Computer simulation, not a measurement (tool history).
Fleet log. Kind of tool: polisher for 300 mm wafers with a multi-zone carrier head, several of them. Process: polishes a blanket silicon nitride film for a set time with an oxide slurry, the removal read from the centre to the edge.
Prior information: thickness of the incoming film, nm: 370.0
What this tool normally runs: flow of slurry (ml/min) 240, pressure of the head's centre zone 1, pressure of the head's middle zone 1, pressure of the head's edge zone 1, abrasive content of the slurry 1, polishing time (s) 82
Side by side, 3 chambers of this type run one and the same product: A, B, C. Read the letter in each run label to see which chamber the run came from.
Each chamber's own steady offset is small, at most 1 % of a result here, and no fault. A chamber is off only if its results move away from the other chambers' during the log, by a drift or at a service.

run   hour  flow of slurry (ml/min)  pressure of the head's centre zone  pressure of the head's middle zone  pressure of the head's edge zone  abrasive content of the slurry  polishing time (s)  film removed at the wafer's centre (Å)  film removed at mid-radius (Å)  film removed at the wafer's edge (Å)
 1C    7.1                      240                                   1                                   1                                 1                               1                  82                                  735.13                          744.98                                746.18
       8.4  -- chamber A: worn pad replaced by a new one
 2A   20.6                      240                                   1                                   1                                 1                               1                  82                                  759.99                          736.65                                735.94
 3B   34.5                      240                                   1                                   1                                 1                               1                  82                                  724.83                          742.87                                736.29
 4B   49.7                      240                                   1                                   1                                 1                               1                  82                                  728.04                          743.42                                745.49
 5C     64                      240                                   1                                   1                                 1                               1                  82                                  746.27                           736.2                                735.63
      65.9  -- chamber C: worn pad replaced by a new one
 6A   73.9                      240                                   1                                   1                                 1                               1                  82                                  754.05                          728.82                                738.04
 7A   82.9                      240                                   1                                   1                                 1                               1                  82                                  738.65                          737.68                                732.37
      89.7  -- chamber B: worn pad replaced by a new one
 8C   97.9                      240                                   1                                   1                                 1                               1                  82                                  741.04                          740.73                                743.55
 9B  111.3                      240                                   1                                   1                                 1                               1                  82                                  732.09                          745.23                                731.65
10A  120.1                      240                                0.91                                   1                              1.05                               1                  82                                  671.85                           736.6                                 740.1
11C  133.2                      240                                0.91                                   1                              1.05                               1                  82                                  670.53                          736.19                                760.76
     138.7  -- chamber A: centre zone pressure recalibrated
12B  141.8                      240                                0.91                                   1                              1.05                               1                  82                                  659.63                          744.27                                757.61
13B  154.7                      240                                   1                                   1                                 1                            0.85                  82                                  690.36                           683.1                                687.39
14A  170.2                      240                                   1                                   1                                 1                            0.85                  82                                  618.68                          681.97                                681.14
       177  -- chamber C: edge zone pressure recalibrated
15C  178.8                      240                                   1                                   1                                 1                            0.85                  82                                  692.52                          686.93                                686.99
16B  191.4                      240                                   1                                   1                                 1                               1                  82                                  740.28                          750.02                                740.63
     199.4  -- chamber C: worn pad replaced by a new one
17A  202.6                      240                                   1                                   1                                 1                               1                  82                                  668.94                          738.47                                743.06
18C  211.9                      240                                   1                                   1                                 1                               1                  82                                  741.89                          734.21                                757.32
       223  -- chamber A: worn pad replaced by a new one
19A  226.1                      240                                   1                                   1                                 1                               1                  82                                  666.95                          746.66                                736.02
20B  233.6                      240                                   1                                   1                               1.1                               1                  97                                  880.26                          872.61                                914.17
21C  241.6                      240                                   1                                   1                               1.1                               1                  97                                  882.87                          871.14                                945.74
     247.1  -- chamber A: slurry nozzle cleaned
     248.9  -- chamber C: centre zone pressure recalibrated
22A  251.9                      240                                   1                                   1                               1.1                               1                  97                                  783.87                          881.56                                931.15
23B  266.2                      240                                   1                                   1                              1.08                               1                 104                                  941.87                           946.1                                950.82
24C    280                      240                                   1                                   1                              1.08                               1                 104                                  931.64                          941.52                                993.99
25B  290.8                      240                                   1                                   1                              1.08                               1                 104                                  945.57                          931.11                                964.76
26A  298.8                      240                                   1                                   1                                 1                               1                  82                                   669.1                          739.09                                720.84
27C  306.2                      240                                   1                                   1                                 1                               1                  82                                  738.32                          735.44                                743.45
     315.6  -- chamber B: worn pad replaced by a new one
28C    320                      240                                   1                                   1                                 1                               1                  82                                  749.87                          736.75                                747.09
29A  327.3                      240                                   1                                   1                                 1                               1                  82                                  658.25                          725.51                                731.94
30B    336                      240                                   1                                   1                                 1                               1                  82                                  741.48                          742.84                                730.12
31C  351.2                      240                                   1                                   1                                 1                               1                  82                                   750.9                          737.42                                739.56

Has any chamber moved away from the others, gradually or after a service, or does the common gauge drift, or do the chambers differ only by their own small steady offsets? State the chamber and the most likely cause if one applies.

A service left chamber A off against the others.
Cause: centre zone's pressure below its setpoint, % = 9.75.

Below are 4 candidate recipes for chamber A's next run, each the usual settings with a change, their results shown as question marks. Which of them brings A's results back in line with what the other chambers give on the usual settings?
In-line tolerance around the mean of the other chambers on the usual settings: film removed at the wafer's centre (Å) 25; film removed at mid-radius (Å) 16; film removed at the wafer's edge (Å) 31
32A-1  362.3                      235                                0.92                                1.01                              1.03                               1                  81                                       ?                               ?                                     ?
32A-2  362.3                      245                                1.08                                0.99                              0.97                               1                  83                                       ?                               ?                                     ?
32A-3  362.3                      240                                1.03                                   1                              0.99                               1                  82                                       ?                               ?                                     ?
32A-4  362.3                      240                                0.97                                   1                              1.01                               1                  82                                       ?                               ?                                     ?

Usual-settings mean across the other chambers: film removed at the wafer's centre (Å) 741.07; film removed at mid-radius (Å) 741.29; film removed at the wafer's edge (Å) 740.72
  run  film removed at the wafer's centre (Å)  film removed at mid-radius (Å)  film removed at the wafer's edge (Å)
32A-1                                  596.54                          731.32                                735.79
32A-2                                   734.8                           738.7                                733.89
32A-3                                  687.02                          735.02                                731.22
32A-4                                  642.59                          735.23                                738.82
32A-2 is the one that brings the chamber's results back in line with the other chambers.
